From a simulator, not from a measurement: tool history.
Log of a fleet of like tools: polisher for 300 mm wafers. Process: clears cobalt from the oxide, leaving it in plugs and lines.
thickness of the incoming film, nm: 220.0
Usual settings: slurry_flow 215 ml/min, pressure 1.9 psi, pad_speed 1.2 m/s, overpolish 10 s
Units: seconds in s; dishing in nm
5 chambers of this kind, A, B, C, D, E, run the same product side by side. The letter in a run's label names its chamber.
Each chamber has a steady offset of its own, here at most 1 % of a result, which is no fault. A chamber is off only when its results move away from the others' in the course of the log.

| run | hour | slurry_flow | pressure | pad_speed | overpolish | wafers polished on this pad | hours since the slurry nozzle was cleaned | hours since the head pressure was calibrated | seconds | dishing |
|---|---|---|---|---|---|---|---|---|---|---|
| 1D | 4.3 | 215 | 1.9 | 1.2 | 10 | 268 | 407.9 | 781.1 | 38.714 | 34.794 |
| 2C | 11 | 215 | 1.9 | 1.2 | 10 | 338 | 388.6 | 529.7 | 36.97 | 34.118 |
| 3B | 15.8 | 215 | 1.9 | 1.2 | 10 | 523 | 332.7 | 537.5 | 38.823 | 32.915 |
| 4E | 19.7 | 215 | 1.9 | 1.2 | 10 | 1111 | 583.9 | 216 | 37.509 | 34.045 |
|  | 22.4 | chamber C: worn pad replaced by a new one |
|  | 25.3 | chamber C: slurry nozzle cleaned |
| 5A | 25.4 | 215 | 1.9 | 1.2 | 10 | 895 | 590.6 | 224.3 | 37.537 | 33.943 |
|  | 28.8 | chamber A: worn pad replaced by a new one |
| 6E | 29.9 | 215 | 1.9 | 1.2 | 10 | 1215 | 594.1 | 226.2 | 37.97 | 33.365 |
| 7C | 36.7 | 215 | 1.9 | 1.2 | 10 | 147 | 11.4 | 555.4 | 38.803 | 32.849 |
|  | 37.1 | chamber B: worn pad replaced by a new one |
| 8D | 40.2 | 215 | 1.9 | 1.2 | 10 | 637 | 443.8 | 817 | 38.809 | 34.209 |
|  | 41.9 | chamber E: worn pad replaced by a new one |
| 9B | 46.1 | 215 | 1.9 | 1.2 | 10 | 92 | 363 | 567.8 | 37.411 | 34.088 |
| 10A | 50.4 | 215 | 1.9 | 1.2 | 10 | 222 | 615.6 | 249.3 | 38.049 | 33.233 |
| 11E | 56.3 | 215 | 1.9 | 1.2 | 10 | 148 | 620.5 | 252.6 | 39.341 | 34.192 |
| 12B | 61.5 | 215 | 1.9 | 1.2 | 10 | 251 | 378.4 | 583.2 | 38.311 | 33.666 |
| 13D | 65.6 | 215 | 1.9 | 1.2 | 10 | 898 | 469.2 | 842.4 | 39.372 | 34.441 |
|  | 69.9 | chamber A: slurry nozzle cleaned |
| 14A | 69.9 | 215 | 1.9 | 1.2 | 10 | 422 | 0 | 268.8 | 38.417 | 33.171 |
|  | 72.4 | chamber D: head pressure recalibrated |
|  | 75.3 | chamber D: worn pad replaced by a new one |
| 15C | 76.9 | 250 | 1.9 | 1.2 | 6 | 561 | 51.6 | 595.6 | 38.723 | 25.09 |
|  | 78 | chamber C: worn pad replaced by a new one |
| 16E | 81 | 250 | 1.9 | 1.2 | 6 | 402 | 645.2 | 277.3 | 37.359 | 24.62 |
| 17D | 86.3 | 250 | 1.9 | 1.2 | 6 | 113 | 489.9 | 13.9 | 41.405 | 24.482 |
| 18A | 90.6 | 250 | 1.9 | 1.2 | 6 | 635 | 20.7 | 289.5 | 36.905 | 24.042 |
| 19C | 94.2 | 250 | 1.9 | 1.2 | 6 | 166 | 68.9 | 612.9 | 37.45 | 25.239 |
| 20B | 99.1 | 215 | 1.9 | 1.2 | 10 | 637 | 416 | 620.8 | 38.69 | 35.04 |
|  | 101.8 | chamber E: head pressure recalibrated |
| 21D | 102.5 | 215 | 1.9 | 1.2 | 10 | 280 | 506.1 | 30.1 | 42.151 | 32.488 |
| 22E | 106.1 | 215 | 1.9 | 1.2 | 10 | 660 | 670.3 | 4.3 | 38.502 | 33.486 |
|  | 106.2 | chamber A: worn pad replaced by a new one |
| 23A | 112.1 | 215 | 1.9 | 1.2 | 10 | 61 | 42.2 | 311 | 37.768 | 34.045 |
| 24C | 116 | 215 | 1.9 | 1.2 | 10 | 390 | 90.7 | 634.7 | 37.445 | 32.647 |
| 25B | 123 | 215 | 1.9 | 1.2 | 10 | 883 | 439.9 | 644.7 | 37.533 | 33.524 |
|  | 126.4 | chamber C: worn pad replaced by a new one |
| 26E | 127.3 | 215 | 1.9 | 1.2 | 10 | 878 | 691.5 | 25.5 | 38.99 | 33.491 |
|  | 129.6 | chamber B: worn pad replaced by a new one |
| 27C | 132.1 | 215 | 1.9 | 1.2 | 10 | 59 | 106.8 | 650.8 | 38.038 | 35.249 |
| 28A | 138.1 | 215 | 1.9 | 1.2 | 10 | 328 | 68.2 | 337 | 37.608 | 32.959 |
| 29B | 142.2 | 215 | 1.9 | 1.2 | 10 | 129 | 459.1 | 663.9 | 38.516 | 34.755 |
| 30D | 148.9 | 265 | 1.9 | 1.2 | 8 | 757 | 552.5 | 76.5 | 41.663 | 28.916 |
| 31E | 154.9 | 265 | 1.9 | 1.2 | 8 | 1161 | 719.1 | 53.1 | 37.533 | 30.042 |
| 32B | 159.8 | 265 | 1.9 | 1.2 | 8 | 310 | 476.7 | 681.5 | 38.313 | 30.66 |
| 33A | 163.9 | 265 | 1.9 | 1.2 | 8 | 594 | 94 | 362.8 | 37.537 | 30.677 |
| 34D | 170.6 | 265 | 1.9 | 1.2 | 8 | 980 | 574.2 | 98.2 | 41.432 | 30.372 |
| 35C | 174.7 | 215 | 1.9 | 1.2 | 10 | 497 | 149.4 | 693.4 | 38.247 | 33.621 |
|  | 175.1 | chamber E: worn pad replaced by a new one |
|  | 180.7 | chamber C: worn pad replaced by a new one |
| 36A | 180.9 | 215 | 1.9 | 1.2 | 10 | 768 | 111 | 379.8 | 37.888 | 33.334 |
| 37B | 185 | 215 | 1.9 | 1.2 | 10 | 569 | 501.9 | 706.7 | 40.256 | 33.73 |
| 38C | 191.5 | 215 | 1.9 | 1.2 | 10 | 111 | 166.2 | 710.2 | 37.826 | 34.263 |
| 39D | 196.3 | 215 | 1.9 | 1.2 | 10 | 1244 | 599.9 | 123.9 | 42.975 | 32.214 |
| 40E | 202.4 | 215 | 1.9 | 1.2 | 10 | 281 | 766.6 | 100.6 | 38.384 | 33.285 |
| 41E | 207.5 | 145 | 1.9 | 1.2 | 10 | 333 | 771.7 | 105.7 | 41.941 | 31.336 |

All 5 chambers run these settings next. Forecast each chamber's results:
| 42A | 212.6 | 215 | 1.9 | 1.2 | 10 |  |  |  | ? | ? |
| 42B | 212.6 | 215 | 1.9 | 1.2 | 10 |  |  |  | ? | ? |
| 42C | 212.6 | 215 | 1.9 | 1.2 | 10 |  |  |  | ? | ? |
| 42D | 212.6 | 215 | 1.9 | 1.2 | 10 |  |  |  | ? | ? |
| 42E | 212.6 | 215 | 1.9 | 1.2 | 10 |  |  |  | ? | ? |

| run | seconds | dishing |
|---|---|---|
| 42A | 38.426 | 35.012 |
| 42B | 39.235 | 33.955 |
| 42C | 38.972 | 33.89 |
| 42D | 41.747 | 32.1 |
| 42E | 38.92 | 33.145 |

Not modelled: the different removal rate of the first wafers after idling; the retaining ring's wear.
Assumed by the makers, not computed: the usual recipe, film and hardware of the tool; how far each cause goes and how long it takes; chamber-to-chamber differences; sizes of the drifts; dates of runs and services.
